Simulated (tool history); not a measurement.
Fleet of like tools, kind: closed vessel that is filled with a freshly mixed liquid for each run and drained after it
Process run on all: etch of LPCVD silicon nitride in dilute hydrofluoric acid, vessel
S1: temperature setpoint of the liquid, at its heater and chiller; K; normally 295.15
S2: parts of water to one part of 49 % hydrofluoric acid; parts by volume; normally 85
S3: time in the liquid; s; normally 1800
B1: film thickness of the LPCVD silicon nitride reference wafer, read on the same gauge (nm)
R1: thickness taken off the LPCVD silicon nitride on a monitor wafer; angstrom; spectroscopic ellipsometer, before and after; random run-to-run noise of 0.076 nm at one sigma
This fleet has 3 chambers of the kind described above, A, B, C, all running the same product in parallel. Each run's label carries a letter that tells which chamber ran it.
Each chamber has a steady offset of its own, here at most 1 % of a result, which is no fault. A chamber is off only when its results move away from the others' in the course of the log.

| run | hour | S1 | S2 | S3 | B1 | R1 |
|---|---|---|---|---|---|---|
| 1B | 14.2 | 295.15 | 85 | 1800 | 60 | 89.943 |
| 2A | 21.5 | 295.15 | 85 | 1800 | 59.97 | 92.272 |
| 3C | 31.3 | 295.15 | 85 | 1800 | 59.997 | 92.011 |
| 4C | 41.7 | 295.15 | 85 | 1800 | 60.004 | 91.391 |
| 5B | 54.4 | 295.15 | 85 | 1800 | 60.012 | 90.935 |
| 6A | 64.9 | 292.65 | 85 | 2295 | 59.989 | 98.587 |
| 7A | 74.6 | 292.65 | 85 | 2295 | 60.017 | 99.064 |
| 8B | 88.9 | 292.65 | 85 | 2295 | 60.009 | 97.411 |
| 9C | 101.4 | 295.15 | 85 | 1800 | 59.997 | 91.348 |
|  | 108.5 | chamber B: thermometer replaced |
| 10B | 111 | 295.15 | 85 | 1800 | 60 | 91.033 |
| 11C | 120.2 | 295.15 | 100 | 1800 | 60.021 | 77.667 |
| 12A | 128.7 | 295.15 | 100 | 1800 | 59.985 | 79.511 |
| 13A | 140.8 | 295.15 | 100 | 1800 | 59.971 | 80.158 |
| 14C | 148.3 | 295.15 | 85 | 1800 | 60.045 | 91.341 |
|  | 158 | chamber C: thermometer replaced |
| 15B | 161.9 | 295.15 | 85 | 1800 | 60.002 | 89.744 |
| 16B | 176.8 | 295.15 | 85 | 1800 | 59.977 | 90.604 |
| 17C | 186 | 295.15 | 85 | 1800 | 60.012 | 91.727 |
| 18A | 193.3 | 295.15 | 85 | 1800 | 60.007 | 94.164 |
| 19C | 208.5 | 295.15 | 85 | 1800 | 59.987 | 93.18 |
| 20B | 223.7 | 295.15 | 85 | 1800 | 59.997 | 89.676 |
| 21A | 238.6 | 295.15 | 85 | 1800 | 59.998 | 96.547 |
| 22B | 253.4 | 295.15 | 85 | 1800 | 60.024 | 91.154 |
| 23A | 261.6 | 295.15 | 85 | 1800 | 59.953 | 96.898 |
| 24C | 273.1 | 295.15 | 85 | 1800 | 60.037 | 90.277 |
| 25A | 287.6 | 295.15 | 85 | 1800 | 59.998 | 97.293 |
| 26B | 298.5 | 297.15 | 85 | 2835 | 60.005 | 163.76 |
|  | 303.8 | chamber A: hydrofluoric acid flow meter replaced |
| 27C | 310.6 | 297.15 | 85 | 2835 | 59.987 | 163.23 |
| 28C | 318.8 | 297.15 | 85 | 2835 | 59.959 | 164.28 |
| 29A | 327.2 | 295.15 | 85 | 1800 | 59.981 | 99.946 |
| 30B | 341 | 295.15 | 85 | 1800 | 59.985 | 90.641 |
| 31C | 352.1 | 295.15 | 85 | 1800 | 60.044 | 90.821 |
| 32A | 362 | 295.15 | 85 | 1800 | 59.925 | 99.109 |
| 33B | 370.8 | 295.15 | 85 | 2495 | 60.04 | 125.9 |
| 34C | 382.9 | 295.15 | 85 | 2495 | 59.978 | 126.55 |
| 35B | 395.9 | 295.15 | 85 | 2495 | 60.028 | 125.3 |
| 36A | 402.9 | 295.15 | 85 | 1800 | 60.033 | 100.64 |
| 37A | 418.3 | 295.15 | 85 | 1800 | 60.011 | 101.94 |
| 38C | 426.8 | 295.15 | 85 | 1800 | 59.966 | 91.467 |
| 39B | 441 | 295.15 | 85 | 1800 | 60.062 | 89.824 |
| 40A | 456.5 | 295.15 | 85 | 1800 | 60.016 | 102.03 |
| 41B | 470.4 | 295.15 | 85 | 1800 | 60.043 | 89.622 |
| 42C | 484.3 | 295.15 | 85 | 1800 | 59.962 | 91.558 |

The same settings go to every chamber for the next run, one line per chamber below. Forecast the results for each:
| 43A | 495.5 | 291.15 | 85 | 1800 |  | ? |
| 43B | 495.5 | 291.15 | 85 | 1800 |  | ? |
| 43C | 495.5 | 291.15 | 85 | 1800 |  | ? |

| run | R1 |
|---|---|
| 43A | 79.293 |
| 43B | 68.332 |
| 43C | 68.809 |
